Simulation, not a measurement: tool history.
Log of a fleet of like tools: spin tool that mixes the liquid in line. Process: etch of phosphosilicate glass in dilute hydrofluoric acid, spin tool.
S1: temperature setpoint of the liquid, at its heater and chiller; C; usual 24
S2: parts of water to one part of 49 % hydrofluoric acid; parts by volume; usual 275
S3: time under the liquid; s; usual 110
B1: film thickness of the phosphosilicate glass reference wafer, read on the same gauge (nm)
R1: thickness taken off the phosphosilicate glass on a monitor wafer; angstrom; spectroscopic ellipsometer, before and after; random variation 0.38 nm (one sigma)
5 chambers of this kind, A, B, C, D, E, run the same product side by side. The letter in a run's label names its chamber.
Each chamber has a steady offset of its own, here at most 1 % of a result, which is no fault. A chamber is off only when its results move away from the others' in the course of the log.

run	hour	S1	S2	S3	B1	R1
1B	8.6	24	275	110	30.005	544.98
2D	14.5	24	275	110	30.022	549.48
3E	25.4	24	275	110	30.011	559.64
4A	31.6	24	275	110	29.984	551.46
5C	38.8	24	395	145	30.001	447.11
6C	47.1	24	395	145	30.008	442.44
7D	58.9	24	395	145	30.013	448.58
8E	66.8	24	395	145	30.008	455.95
9A	73.1	24	395	145	29.997	455.73
10B	81.1	24	275	110	30.002	549.45
11C	94.1	24	275	110	30.016	550.28
12A	105.6	24	275	110	29.988	549.48
13D	114.9	24	275	110	30.009	545.89
14B	121.8	24	275	90	30.003	447.46
15E	133	24	275	90	29.995	456.4
16E	144.9	24	275	90	30.002	455.87
17D	155.5	24	275	90	29.985	454.94
18A	166.3	24	275	90	30.01	449.31
19C	178.9	24	275	110	29.971	545.08
20B	188.5	24	275	110	29.998	553.55
21A	199.9	24	275	110	30.004	552.82
# hour 207.4: chamber E: thermometer replaced
22C	208.6	24	275	110	29.992	559.09
23D	218.1	24	275	110	29.992	550.19
24B	228.7	24	275	110	30.007	539.45
25E	234.6	24	275	110	30.008	555.91
26D	241.6	24	275	110	30.002	552.33
27A	253.2	24	275	110	29.988	552.88
28E	264.5	24	275	110	30.021	557.89
29C	276.7	24	275	110	29.989	539.34
30B	284.1	24	275	110	30.002	547.33
31A	291.9	24	275	110	30.003	551.99
# hour 296.7: chamber D: hydrofluoric acid flow meter replaced
32B	300.9	24	275	110	29.984	545.95
33D	313.5	24	275	110	30.006	556.68
34E	325	24	275	110	30.013	562.39
35C	332.3	24	275	110	30.001	545.64
36D	345.5	24	275	110	30.012	557.27
37B	351.7	24	275	110	30.014	551.98
# hour 360: chamber A: thermometer replaced
38A	362.6	24	275	110	29.995	549.28
39E	373.5	24	275	110	29.981	554.71
40C	380.2	24	275	110	30.011	552.03
41D	390.8	24	230	110	29.996	691.96
42C	399.6	24	230	110	29.993	686.52

What goes on in this fleet: one chamber off, a drifting gauge, or nothing beyond the chambers' own small offsets? Name the chamber and the cause, if any.

No chamber stands off beyond its own small offset, and the gauge holds steady.
